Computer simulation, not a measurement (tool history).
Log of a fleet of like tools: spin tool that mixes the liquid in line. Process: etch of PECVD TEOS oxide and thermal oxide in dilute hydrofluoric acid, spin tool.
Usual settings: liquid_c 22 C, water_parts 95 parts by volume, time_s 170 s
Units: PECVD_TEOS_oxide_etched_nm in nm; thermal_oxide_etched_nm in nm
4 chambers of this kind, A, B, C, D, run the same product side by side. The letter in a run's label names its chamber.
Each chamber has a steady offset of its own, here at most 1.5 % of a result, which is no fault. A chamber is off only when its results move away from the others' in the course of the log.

run     day  liquid_c  water_parts  time_s  hours since the thermometer was replaced  hours since the hydrofluoric acid flow meter was replaced  read-back film thickness of the PECVD TEOS oxide reference wafer, read on the same gauge (nm)  read-back film thickness of the thermal oxide reference wafer, read on the same gauge (nm)  PECVD_TEOS_oxide_etched_nm  thermal_oxide_etched_nm
 1D   0.396        22           95     170                                     355.8                                                      240.4                                                                                         70.042                                                                                      40.003                      39.661                   7.8994
 2B   0.704        22           95     170                                      49.2                                                       2128                                                                                         70.043                                                                                      40.021                      40.429                   7.8002
 3A   1.342        22           95     170                                     209.7                                                      777.1                                                                                         69.997                                                                                      40.001                      40.203                   7.6691
 4C   1.975        22           95     170                                    2161.1                                                      395.7                                                                                         69.987                                                                                      40.002                      40.978                   7.6766
 5A   2.583        22           95     170                                     239.5                                                      806.9                                                                                         70.006                                                                                      39.973                      40.703                   7.8647
 6B   2.933        22           95     170                                     102.7                                                     2181.5                                                                                          70.04                                                                                      39.995                      40.356                   7.9485
 7D   3.288        22           95     170                                     425.2                                                      309.8                                                                                         70.032                                                                                      39.994                      40.375                   7.8371
 8C   3.925        22           95     170                                    2207.9                                                      442.5                                                                                         69.997                                                                                      40.021                       40.27                   7.7556
 9B   4.562        22           95     170                                     141.8                                                     2220.6                                                                                         70.038                                                                                       40.01                      40.668                   8.0093
10C   5.183        22           80      85                                    2238.1                                                      472.7                                                                                         69.953                                                                                      40.006                      24.481                   4.6086
11D   5.829        22           80      85                                     486.2                                                      370.8                                                                                         69.976                                                                                      39.978                       24.41                    4.673
12A   6.133        22           80      85                                     324.7                                                      892.1                                                                                         69.974                                                                                      39.981                       24.23                   4.6569
13C   6.575        22           80      85                                    2271.5                                                      506.1                                                                                         70.006                                                                                      39.984                      24.739                   4.6481
14B   7.033        22           95     170                                     201.1                                                     2279.9                                                                                         69.973                                                                                      39.979                      40.291                   7.8577
15D   7.617        22           95     170                                     529.1                                                      413.7                                                                                         69.994                                                                                      39.999                      39.735                   7.9661
16A     8.3        22           95     170                                     376.7                                                      944.1                                                                                         69.984                                                                                      39.994                      40.584                   7.7722
17B   8.796        22           95     170                                     243.4                                                     2322.2                                                                                         69.989                                                                                       39.98                      39.994                    7.989
18A   9.292        22           95     170                                     400.5                                                      967.9                                                                                         69.989                                                                                      39.995                       40.16                   7.9592
      9.317  -- chamber C: thermometer replaced
19C   9.692        22           95     170                                         9                                                      580.9                                                                                         70.017                                                                                      39.991                      40.923                   7.6612
20D   9.996        22           95     170                                     586.2                                                      470.8                                                                                         69.933                                                                                      40.006                       40.79                   7.7984
21D  10.379        22           95     170                                     595.4                                                        480                                                                                         69.968                                                                                      39.992                      40.287                   7.7651
22A    10.8      23.5           95     230                                     436.7                                                     1004.1                                                                                         70.005                                                                                       39.98                       58.46                   11.049
23B  11.138      23.5           95     230                                     299.6                                                     2378.4                                                                                         70.005                                                                                      40.024                      59.517                   11.335
24C  11.529      23.5           95     230                                      53.1                                                        625                                                                                         70.023                                                                                      39.986                       57.87                    11.18
25A  12.108      23.5           95     230                                     468.1                                                     1035.5                                                                                         70.025                                                                                      39.999                      58.094                    11.16
26C  12.433        22           95     170                                      74.8                                                      646.7                                                                                         69.932                                                                                      39.993                      41.207                   7.6027
27D    12.8        22           95     170                                     653.5                                                      538.1                                                                                         70.028                                                                                      39.991                      39.905                     7.67
28B   13.35        22           95     170                                     352.7                                                     2431.5                                                                                         69.981                                                                                      39.976                       40.23                   7.8623
29C  13.779        22           95     170                                     107.1                                                        679                                                                                         70.023                                                                                      39.999                      40.774                    7.764
30B  14.142        22           95     170                                     371.7                                                     2450.5                                                                                         69.994                                                                                      39.996                       40.85                   7.7616

What goes on in this fleet: one chamber off, a drifting gauge, or nothing beyond the chambers' own small offsets? Name the chamber and the cause, if any.

No chamber stands off beyond its own small offset, and the gauge holds steady.

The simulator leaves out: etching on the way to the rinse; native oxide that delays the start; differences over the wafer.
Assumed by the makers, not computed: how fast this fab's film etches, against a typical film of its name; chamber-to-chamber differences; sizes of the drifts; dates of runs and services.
